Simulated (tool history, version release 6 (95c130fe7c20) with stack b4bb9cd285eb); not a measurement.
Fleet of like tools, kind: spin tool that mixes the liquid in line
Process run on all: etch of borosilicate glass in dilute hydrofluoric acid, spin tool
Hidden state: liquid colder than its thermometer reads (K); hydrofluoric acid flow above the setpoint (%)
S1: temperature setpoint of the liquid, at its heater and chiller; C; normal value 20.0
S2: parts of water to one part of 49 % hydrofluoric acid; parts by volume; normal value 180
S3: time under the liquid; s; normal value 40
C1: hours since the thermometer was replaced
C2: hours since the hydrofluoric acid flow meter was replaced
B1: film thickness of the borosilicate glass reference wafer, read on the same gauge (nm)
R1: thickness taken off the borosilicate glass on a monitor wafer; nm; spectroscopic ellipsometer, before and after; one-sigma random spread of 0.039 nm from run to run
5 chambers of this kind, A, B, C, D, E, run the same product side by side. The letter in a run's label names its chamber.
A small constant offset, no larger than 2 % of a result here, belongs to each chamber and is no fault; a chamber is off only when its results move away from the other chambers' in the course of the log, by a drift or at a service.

run,hour,S1,S2,S3,C1,C2,B1,R1
1E,7.2,20.0,180,40,54.6,500.7,109.99,9.5296
2A,11.5,20.0,180,40,487.5,420.6,109.99,9.6853
3D,18.1,20.0,180,40,295.1,1721.0,110.00,9.8723
4C,22.3,20.0,180,40,693.0,1987.1,110.00,9.6333
5B,29.2,20.0,180,40,2208.3,1039.8,110.01,9.7483
6D,32.6,20.0,180,40,309.6,1735.5,110.00,9.8223
7B,37.0,20.0,180,40,2216.1,1047.6,109.98,9.6620
8E,41.9,20.0,245,25,89.3,535.4,109.99,4.1165
9A,47.4,20.0,245,25,523.4,456.5,110.02,4.1750
10C,55.0,20.0,245,25,725.7,2019.8,110.01,4.2103
11B,58.6,20.0,245,25,2237.7,1069.2,109.99,4.2022
# hour 60.0: chamber B: thermometer replaced
12A,66.0,20.0,245,25,542.0,475.1,109.99,4.1496
13E,72.1,20.0,180,40,119.5,565.6,110.02,9.5898
14C,77.3,20.0,180,40,748.0,2042.1,110.03,9.6333
15D,85.0,20.0,180,40,362.0,1787.9,110.01,9.8390
16C,91.4,20.0,180,40,762.1,2056.2,110.00,9.6172
# hour 94.5: chamber C: hydrofluoric acid flow meter replaced
17D,95.4,20.0,180,40,372.4,1798.3,110.01,9.8115
18A,100.2,20.0,180,40,576.2,509.3,110.02,9.5896
19B,103.7,20.0,180,40,43.7,1114.3,110.01,9.7441
20E,109.4,20.0,180,40,156.8,602.9,110.00,9.6102
21D,117.0,20.0,180,40,394.0,1819.9,109.99,9.8412
22A,123.3,24.5,180,30,599.3,532.4,110.00,8.4945
# hour 127.2: chamber C: thermometer replaced
23B,130.3,24.5,180,30,70.3,1140.9,109.98,8.6042
24C,135.9,24.5,180,30,8.8,41.5,109.99,8.6737
25E,142.0,24.5,180,30,189.4,635.5,109.99,8.5417
26E,147.8,24.5,180,30,195.2,641.3,109.99,8.4558
27D,151.4,20.0,180,40,428.4,1854.3,109.99,9.8425
28A,157.8,20.0,180,40,633.8,566.9,109.98,9.5064
29C,162.7,20.0,180,40,35.6,68.3,109.99,9.7182
30B,166.4,20.0,180,40,106.4,1177.0,110.01,9.8223
31C,174.0,20.0,180,40,46.9,79.6,110.01,9.6760
32A,180.9,20.0,180,40,656.9,590.0,110.00,9.4258
33B,184.6,20.0,180,40,124.6,1195.2,110.00,9.7379
34D,189.8,20.0,180,40,466.8,1892.7,109.96,9.8672
# hour 191.9: chamber B: hydrofluoric acid flow meter replaced
35E,195.4,20.0,180,40,242.8,688.9,110.00,9.5774
36D,201.0,20.0,180,40,478.0,1903.9,110.00,9.8240
37B,207.8,20.0,180,40,147.8,16.0,110.01,9.7233
38E,213.0,20.0,180,40,260.4,706.5,110.00,9.5052
39C,219.8,20.0,180,40,92.7,125.4,110.00,9.6532
40A,227.4,20.0,180,40,703.4,636.5,110.01,9.3977
41D,233.5,20.0,180,40,510.5,1936.4,110.01,9.8890
42C,238.4,20.0,180,40,111.3,144.0,110.00,9.7662
43A,245.5,20.0,180,40,721.5,654.6,109.98,9.2599

All chambers now run identical settings, listed one chamber a line with results as question marks. What results will each chamber show?
44A,251.2,20.0,180,40,,,,?
44B,251.2,20.0,180,40,,,,?
44C,251.2,20.0,180,40,,,,?
44D,251.2,20.0,180,40,,,,?
44E,251.2,20.0,180,40,,,,?

run,R1
44A,9.2612
44B,9.7321
44C,9.7222
44D,9.7325
44E,9.6245

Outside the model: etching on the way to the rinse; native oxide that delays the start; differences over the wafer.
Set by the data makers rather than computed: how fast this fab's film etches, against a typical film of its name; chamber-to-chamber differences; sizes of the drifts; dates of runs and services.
